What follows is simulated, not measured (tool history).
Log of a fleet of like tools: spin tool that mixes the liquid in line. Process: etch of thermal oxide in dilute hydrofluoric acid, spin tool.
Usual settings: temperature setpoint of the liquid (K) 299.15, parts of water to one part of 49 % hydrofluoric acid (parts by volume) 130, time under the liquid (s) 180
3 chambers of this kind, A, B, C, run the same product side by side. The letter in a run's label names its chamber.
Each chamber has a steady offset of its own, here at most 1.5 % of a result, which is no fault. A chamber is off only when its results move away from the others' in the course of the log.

run    day  temperature setpoint of the liquid (K)  parts of water to one part of 49 % hydrofluoric acid (parts by volume)  time under the liquid (s)  read-back film thickness of the thermal oxide reference wafer, read on the same gauge (nm)  thickness taken off the thermal oxide on a monitor wafer (Å)
 1A  0.175                                  299.15                                                                     130                        180                                                                                      80.021                                                        65.981
 2B  0.375                                  299.15                                                                     130                        180                                                                                      80.008                                                        65.819
 3C  0.575                                  299.15                                                                     130                        180                                                                                      79.975                                                        66.305
 4B  0.746                                  299.15                                                                     130                        180                                                                                      79.986                                                        65.932
 5C  1.062                                  301.65                                                                     130                        220                                                                                          80                                                        88.556
 6A  1.325                                  301.65                                                                     130                        220                                                                                      80.025                                                        87.868
 7C  1.579                                  301.65                                                                     130                        220                                                                                       79.97                                                        89.327
 8A  1.933                                  296.15                                                                     130                        180                                                                                      80.046                                                         58.69
 9B  2.225                                  296.15                                                                     130                        180                                                                                      79.941                                                        59.099
10A  2.567                                  296.15                                                                     130                        180                                                                                      79.957                                                          58.4
11C   2.85                                  299.15                                                                     130                        235                                                                                      80.039                                                         88.16
12B  3.167                                  299.15                                                                     130                        235                                                                                      80.004                                                        86.177
13A  3.521                                  299.15                                                                     130                        235                                                                                      80.011                                                        85.977
14B  3.908                                  299.15                                                                     130                        180                                                                                      79.962                                                         66.25
15C  4.117                                  299.15                                                                     130                        180                                                                                      80.025                                                        67.771
16B  4.421                                  299.15                                                                     130                        180                                                                                      80.034                                                        65.959
17C  4.762                                  299.15                                                                     130                        180                                                                                      79.981                                                        67.892
18A  5.012                                  299.15                                                                     130                        180                                                                                      80.016                                                        65.394
19A  5.338                                  299.15                                                                     130                        180                                                                                      79.996                                                        65.767
20C  5.592                                  299.15                                                                     130                        180                                                                                       79.96                                                        68.442
21B  5.812                                  299.15                                                                     130                        180                                                                                      80.061                                                         65.85
22C  6.133                                  299.15                                                                     130                        180                                                                                      80.001                                                        68.195
23A  6.342                                  299.15                                                                     130                        180                                                                                      80.013                                                         65.97
24B  6.529                                  302.65                                                                     130                        105                                                                                       79.98                                                        44.065
25C  6.729                                  302.65                                                                     130                        105                                                                                      80.047                                                        45.349
26A  7.125                                  302.65                                                                     130                        105                                                                                      79.976                                                        43.487
27B  7.517                                  299.15                                                                     130                        180                                                                                       79.99                                                        65.945
28B  7.692                                  299.15                                                                     130                        180                                                                                      80.016                                                        66.028
29C  7.921                                  299.15                                                                     130                        180                                                                                      79.999                                                        69.153
30A  8.158                                  299.15                                                                     130                        180                                                                                      80.019                                                        65.498
31A  8.525                                  299.15                                                                     130                        180                                                                                      80.021                                                        65.476

All 3 chambers run these settings next. Forecast each chamber's results:
32A  8.808                                  299.15                                                                     130                        180                                                                                                                                                         ?
32B  8.808                                  299.15                                                                     130                        180                                                                                                                                                         ?
32C  8.808                                  299.15                                                                     130                        180                                                                                                                                                         ?

run  thickness taken off the thermal oxide on a monitor wafer (Å)
32A                                                        65.412
32B                                                        66.084
32C                                                        69.109
